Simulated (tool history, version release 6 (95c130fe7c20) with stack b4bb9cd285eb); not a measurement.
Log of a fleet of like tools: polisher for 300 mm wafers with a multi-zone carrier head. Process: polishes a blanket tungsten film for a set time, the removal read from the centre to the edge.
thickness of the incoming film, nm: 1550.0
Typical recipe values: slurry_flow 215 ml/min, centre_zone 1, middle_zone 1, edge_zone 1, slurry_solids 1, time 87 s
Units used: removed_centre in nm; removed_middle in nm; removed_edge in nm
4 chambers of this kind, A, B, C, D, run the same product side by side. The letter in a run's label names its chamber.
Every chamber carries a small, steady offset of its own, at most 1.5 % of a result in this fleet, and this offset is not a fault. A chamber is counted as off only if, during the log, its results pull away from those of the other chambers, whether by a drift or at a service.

run,day,slurry_flow,centre_zone,middle_zone,edge_zone,slurry_solids,time,wafers polished on this pad,hours since the slurry nozzle was cleaned,hours since the centre zone pressure was calibrated,hours since the edge zone pressure was calibrated,removed_centre,removed_middle,removed_edge
1C,0.2,215,1,1,1,1,87,522,120.4,151.5,257.2,395.87,401.55,401.59
# day 0.496: chamber A: worn pad replaced by a new one
2A,0.525,215,1,1,1,1,87,9,461.1,882.6,618.4,396.13,405.06,392.26
3B,0.729,215,1,1,1,1,87,741,562,939.7,767,395.8,396.07,404.1
4D,0.992,215,1,1,1,1,87,631,629.1,73.3,883.7,401.08,397.36,400.73
5B,1.204,215,1,1,0.89,1,87,880,573.4,951.1,778.4,386.05,394.92,372.34
6C,1.542,215,1,1,0.89,1,87,914,152.6,183.7,289.4,402.51,402.86,371.24
7D,1.975,215,1,1,0.89,1,87,918,652.7,96.9,907.3,407,404.18,373.09
8A,2.275,215,1,1,0.89,1,87,520,503.1,924.6,660.4,395.68,398.13,386.57
# day 2.462: chamber B: slurry nozzle cleaned
9B,2.596,215,1,1,1,1,87,1286,3.2,984.5,811.8,387.17,391.06,400.28
# day 2.729: chamber B: centre zone pressure recalibrated
10D,2.808,215,1,1,1,1,87,1161,672.7,116.9,927.3,387.73,392.55,389.93
11A,3.2,270,1,1,1,1.15,87,790,525.3,946.8,682.6,418.12,422.4,416.52
# day 3.279: chamber D: slurry nozzle cleaned
# day 3.412: chamber A: worn pad replaced by a new one
# day 3.5: chamber C: worn pad replaced by a new one
12C,3.554,270,1,1,1,1.15,87,15,200.9,232,337.7,422.86,426.12,417.13
# day 3.771: chamber D: worn pad replaced by a new one
13D,3.942,270,1,1,1,1.15,87,50,16,144.1,954.5,416.77,423.09,406.3
# day 4.012: chamber D: edge zone pressure recalibrated
14C,4.275,270,1,1,1,1.15,87,226,218.2,249.3,355,433.3,429.33,418.92
15A,4.538,215,1,1,1,1,87,329,557.4,978.9,714.7,395.85,401.81,405.45
# day 4.662: chamber A: slurry nozzle cleaned
16B,4.767,215,1,1,1,1,87,1920,55.3,48.9,863.9,379.33,382.46,389.76
17B,5.158,215,1,1,1,1,87,2035,64.7,58.3,873.3,379.61,385.34,390.07
18D,5.454,215,1,1,1,1,87,492,52.3,180.4,34.7,394.17,405.42,393.07
19C,5.871,215,1,1,1,1,87,692,256.5,287.6,393.3,401.54,396.97,399.05
20A,6.092,215,1,1,1,1,87,783,34.3,1016.2,752,396.32,399.12,396.42
# day 6.246: chamber A: worn pad replaced by a new one
21B,6.467,215,1,1,1,1,87,2417,96.1,89.7,904.7,375.95,379.07,383.09
# day 6.542: chamber C: edge zone pressure recalibrated
22D,6.829,215,1,1,1,1,87,893,85.3,213.4,67.7,404.09,398.68,398.85
23A,7.125,215,1,1,1,1,87,257,59.1,1041,776.8,393.84,400.38,400.21
24C,7.562,215,1,1,1,1,87,1186,297.1,328.2,24.5,399.78,403.99,386.33
25D,7.892,215,1,1,1,1,87,1204,110.8,238.9,93.2,393.67,405,397.45
# day 8.192: chamber A: centre zone pressure recalibrated
26B,8.192,215,1,1,1,1,87,2921,137.5,131.1,946.1,377.32,374.7,377.44
# day 8.275: chamber C: worn pad replaced by a new one
# day 8.467: chamber C: centre zone pressure recalibrated
27C,8.546,215,1,1,0.95,1,87,79,320.7,2,48.1,395.22,403.58,391.93
# day 8.667: chamber D: worn pad replaced by a new one
28A,8.742,215,1,1,0.95,1,87,730,97.9,13.2,815.6,391.85,401.63,389.65
# day 8.983: chamber A: worn pad replaced by a new one
29C,9.112,215,1,1,0.95,1,87,244,334.3,15.6,61.7,403.35,402.59,379.71
30A,9.533,215,1,1,0.95,1,87,161,116.9,32.2,834.6,392.66,395.1,384.03
31D,9.946,285,1,1.1,1,1,87,374,160.1,288.2,142.5,413.26,452.08,402.18
32B,10.154,285,1,1.1,1,1,87,3494,184.6,178.2,993.2,374.96,410.75,376.02
# day 10.35: chamber C: slurry nozzle cleaned
33A,10.475,285,1,1.1,1,1,87,436,139.5,54.8,857.2,413.36,443.86,406.17
34B,10.738,285,1,1.1,1,1,87,3664,198.6,192.2,1007.2,376.83,411.5,378.32
35C,11.05,215,1,1,1,1,87,810,16.8,62.1,108.2,400.71,396.61,393.77
36D,11.288,215,1,1,1,1,87,766,192.3,320.4,174.7,401.68,396.33,397.56
37C,11.567,215,1,1,1,1,87,961,29.2,74.5,120.6,396.84,392.07,398.36
# day 11.746: chamber A: edge zone pressure recalibrated
38A,11.812,215,1,1,1,1,87,826,171.6,86.9,1.6,402.6,391.36,405.63
# day 11.912: chamber A: worn pad replaced by a new one
39D,12.112,215,1,1,1,1,87,1007,212.1,340.2,194.5,397.54,405.92,388.87
40B,12.404,215,1,1,1,1,87,4151,238.6,232.2,1047.2,358.77,357.03,359.42
41A,12.608,215,1,1,1,1,87,203,190.7,106,20.7,399.27,391.51,405.48

One chamber off, gauge drift, or nothing amiss beyond the chambers' own small offsets? If it is a chamber, which one, and what is the likeliest cause?

Little by little, chamber B moves away from the other chambers.
Cause: removal rate lost through wear of the pad, % = 9.44.

Below are 4 candidate recipes for chamber B's next run, each the usual settings with a change, their results shown as question marks. Which of them brings B's results back in line with what the other chambers give on the usual settings?
In line here means within this much of the mean the other chambers give on the usual settings: removed_centre 14 nm; removed_middle 17 nm; removed_edge 16 nm
42B-1,12.933,210,0.97,0.97,1.02,0.95,73,,,,,?,?,?
42B-2,12.933,225,1.03,1.03,0.98,1.05,104,,,,,?,?,?
42B-3,12.933,220,1.01,1.01,0.99,1,95,,,,,?,?,?
42B-4,12.933,210,0.99,0.99,1.01,1,79,,,,,?,?,?

Average result of the remaining chambers running the usual settings: removed_centre 397.33 nm; removed_middle 398.37 nm; removed_edge 396.81 nm
run,removed_centre,removed_middle,removed_edge
42B-1,284.5,288.3,303.25
42B-2,448.16,447.93,435.54
42B-3,394.72,396.26,394.71
42B-4,318.78,321.61,330.28
42B-3 puts the chamber back in line with the other chambers.
